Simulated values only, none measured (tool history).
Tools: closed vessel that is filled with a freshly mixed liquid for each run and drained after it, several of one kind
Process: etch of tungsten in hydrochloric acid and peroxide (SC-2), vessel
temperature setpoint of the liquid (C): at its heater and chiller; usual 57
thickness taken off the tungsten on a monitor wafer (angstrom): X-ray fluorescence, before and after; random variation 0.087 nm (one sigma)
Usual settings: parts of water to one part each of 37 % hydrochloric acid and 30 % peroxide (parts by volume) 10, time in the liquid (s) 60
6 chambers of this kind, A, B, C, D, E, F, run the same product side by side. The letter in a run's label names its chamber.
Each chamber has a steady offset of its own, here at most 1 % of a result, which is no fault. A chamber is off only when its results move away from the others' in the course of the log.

run,hour,temperature setpoint of the liquid (C),parts of water to one part each of 37 % hydrochloric acid and 30 % peroxide (parts by volume),time in the liquid (s),"read-back film thickness of the tungsten reference wafer, read on the same gauge (nm)",thickness taken off the tungsten on a monitor wafer (angstrom)
1D,3.1,57,10,60,50.003,211.11
2C,6.4,57,10,60,49.981,211.7
# hour 7.6: chamber F: new drum of peroxide connected
3B,12.2,57,10,60,49.984,212.21
4A,18,57,10,60,50.027,213.12
5E,21.9,57,10,60,50.022,211.32
6F,25.9,57,10,60,50.016,211.44
7F,29.2,57,10,60,50.011,211.73
8D,32.6,57,10,60,50.005,212.04
9E,38.5,52.5,7.5,60,49.999,199.19
10A,42.4,52.5,7.5,60,49.997,198.8
# hour 47.6: chamber D: new drum of peroxide connected
11C,48.3,52.5,7.5,60,50.034,198.3
12B,53.2,52.5,7.5,60,50.035,198.73
13E,56.7,52.5,7.5,60,50.006,199.21
14C,61.6,52.5,7.5,60,49.994,198.58
15D,66.3,57,10,60,50.001,210.44
16A,69.5,54,11.5,60,49.999,157.19
17B,73.1,54,11.5,60,49.982,154.46
18F,76.9,54,11.5,60,50.008,153.67
19A,82.9,54,11.5,60,49.993,154.1
20F,89.3,54,11.5,60,50.019,154.91
21B,93.1,54,11.5,60,50.009,156.66
22C,98.4,57,10,60,49.996,210.05
23E,103.6,66.5,10,45,49.996,281.38
24D,110.5,66.5,10,45,49.991,288.97
25E,113.6,66.5,10,45,49.996,282.61
26A,116.9,66.5,10,45,49.995,286.78
27F,121.8,66.5,10,45,49.995,289.11
28C,126.6,66.5,10,45,50.01,288.94
29D,130.5,57,10,60,50,210.81
30B,136.5,57,10,60,49.975,210.92
31C,140.9,57,7,85,50.005,401.18
32A,144.9,57,7,85,50.001,396.94
33D,148.7,57,7,85,49.996,402.09
34E,155.8,57,7,85,50.028,395.65
35F,159.1,57,7,85,49.994,403.52
36B,162.3,57,7,85,50.017,395.39
37F,166.8,62,10,60,50.005,290.61
38B,170,62,10,60,49.994,287.21
39E,176.2,62,10,60,50.001,286.82
40C,182.3,62,10,60,49.998,289.96
41D,186.4,62,10,60,49.999,291.41

Is one chamber off against the others, does the gauge drift, or is nothing wrong? If a chamber is off, say which, and what the likeliest cause is.

No chamber stands off beyond its own small offset, and the gauge holds steady.
